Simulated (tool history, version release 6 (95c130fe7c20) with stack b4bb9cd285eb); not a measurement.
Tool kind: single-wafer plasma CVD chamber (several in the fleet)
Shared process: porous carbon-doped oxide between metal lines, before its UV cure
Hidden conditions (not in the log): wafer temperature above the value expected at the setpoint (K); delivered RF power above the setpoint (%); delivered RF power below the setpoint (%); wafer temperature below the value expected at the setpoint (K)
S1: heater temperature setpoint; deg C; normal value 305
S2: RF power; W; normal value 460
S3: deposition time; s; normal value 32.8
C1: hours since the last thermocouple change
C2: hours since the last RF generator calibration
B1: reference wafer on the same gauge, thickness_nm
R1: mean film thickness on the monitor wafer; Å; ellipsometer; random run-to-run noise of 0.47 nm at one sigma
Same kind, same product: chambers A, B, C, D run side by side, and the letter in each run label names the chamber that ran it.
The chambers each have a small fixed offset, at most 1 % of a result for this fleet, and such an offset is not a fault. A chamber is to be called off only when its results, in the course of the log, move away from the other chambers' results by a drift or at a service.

run 1B day=0.279 | S1=305 S2=460 S3=32.8 | C1=1702 C2=203.8 | B1=138.95 | R1=1612.1
run 2A day=0.646 | S1=305 S2=460 S3=32.8 | C1=1795.3 C2=643 | B1=138.86 | R1=1609.5
run 3D day=1.029 | S1=305 S2=460 S3=32.8 | C1=35.1 C2=170.7 | B1=139.01 | R1=1619.2
run 4C day=1.496 | S1=305 S2=460 S3=32.8 | C1=975.2 C2=71.2 | B1=138.97 | R1=1638.2
run 5B day=2.092 | S1=305 S2=460 S3=32.8 | C1=1745.5 C2=247.3 | B1=138.95 | R1=1611.8
run 6A day=2.646 | S1=305 S2=460 S3=32.8 | C1=1843.3 C2=691 | B1=138.96 | R1=1612.3
run 7D day=2.958 | S1=305 S2=460 S3=32.8 | C1=81.4 C2=217 | B1=139.03 | R1=1621.7
run 8C day=3.267 | S1=319 S2=460 S3=32.8 | C1=1017.7 C2=113.7 | B1=139.04 | R1=1512.9
run 9D day=3.542 | S1=319 S2=460 S3=32.8 | C1=95.4 C2=231 | B1=138.96 | R1=1509.1
run 10A day=4.025 | S1=319 S2=460 S3=32.8 | C1=1876.4 C2=724.1 | B1=138.99 | R1=1500.2
run 11C day=4.433 | S1=319 S2=460 S3=32.8 | C1=1045.7 C2=141.7 | B1=138.98 | R1=1515.1
run 12B day=4.7 | S1=305 S2=420 S3=28.8 | C1=1808.1 C2=309.9 | B1=139 | R1=1332.4
-- day=4.754 chamber A: thermocouple changed; heater temperature recalibrated
run 13D day=5.304 | S1=305 S2=420 S3=28.8 | C1=137.7 C2=273.3 | B1=139.06 | R1=1336.6
run 14B day=5.817 | S1=305 S2=420 S3=28.8 | C1=1834.9 C2=336.7 | B1=139.06 | R1=1331.6
run 15C day=6.404 | S1=305 S2=420 S3=28.8 | C1=1093 C2=189 | B1=139 | R1=1339
run 16A day=6.95 | S1=305 S2=460 S3=32.8 | C1=52.7 C2=794.3 | B1=139.05 | R1=1607.3
run 17C day=7.358 | S1=305 S2=490 S3=32.8 | C1=1115.9 C2=211.9 | B1=139 | R1=1699.9
run 18A day=7.775 | S1=305 S2=490 S3=32.8 | C1=72.5 C2=814.1 | B1=139.06 | R1=1677.9
-- day=7.829 chamber B: thermocouple changed; heater temperature recalibrated
run 19D day=8.358 | S1=305 S2=490 S3=32.8 | C1=211 C2=346.6 | B1=139.04 | R1=1698.6
run 20B day=8.771 | S1=305 S2=490 S3=32.8 | C1=22.6 C2=407.6 | B1=138.96 | R1=1686.8
run 21D day=9.096 | S1=305 S2=460 S3=32.8 | C1=228.7 C2=364.3 | B1=139.15 | R1=1620.5
run 22C day=9.708 | S1=305 S2=460 S3=32.8 | C1=1172.3 C2=268.3 | B1=139.06 | R1=1633.8
run 23A day=10.271 | S1=305 S2=460 S3=32.8 | C1=132.4 C2=874 | B1=139.04 | R1=1609.2
run 24B day=10.692 | S1=305 S2=460 S3=32.8 | C1=68.7 C2=453.7 | B1=139.07 | R1=1621.4
run 25B day=11.075 | S1=305 S2=460 S3=32.8 | C1=77.9 C2=462.9 | B1=139.01 | R1=1615.3
run 26D day=11.354 | S1=305 S2=460 S3=32.8 | C1=282.9 C2=418.5 | B1=139.02 | R1=1625.8
run 27A day=11.629 | S1=305 S2=460 S3=32.8 | C1=165 C2=906.6 | B1=138.91 | R1=1615.7
run 28C day=11.996 | S1=305 S2=460 S3=32.8 | C1=1227.2 C2=323.2 | B1=139.02 | R1=1629.7
run 29B day=12.433 | S1=305 S2=460 S3=32.8 | C1=110.5 C2=495.5 | B1=139.03 | R1=1611.5
run 30D day=12.754 | S1=305 S2=460 S3=32.8 | C1=316.5 C2=452.1 | B1=139.03 | R1=1619.4
run 31A day=13.358 | S1=305 S2=460 S3=32.8 | C1=206.5 C2=948.1 | B1=139.01 | R1=1622.6
run 32C day=13.854 | S1=305 S2=460 S3=32.8 | C1=1271.8 C2=367.8 | B1=138.99 | R1=1628.5
run 33D day=14.458 | S1=305 S2=460 S3=32.8 | C1=357.4 C2=493 | B1=138.97 | R1=1635.9

One chamber off, gauge drift, or nothing amiss beyond the chambers' own small offsets? If it is a chamber, which one, and what is the likeliest cause?

No chamber stands off beyond its own small offset, and the gauge holds steady.
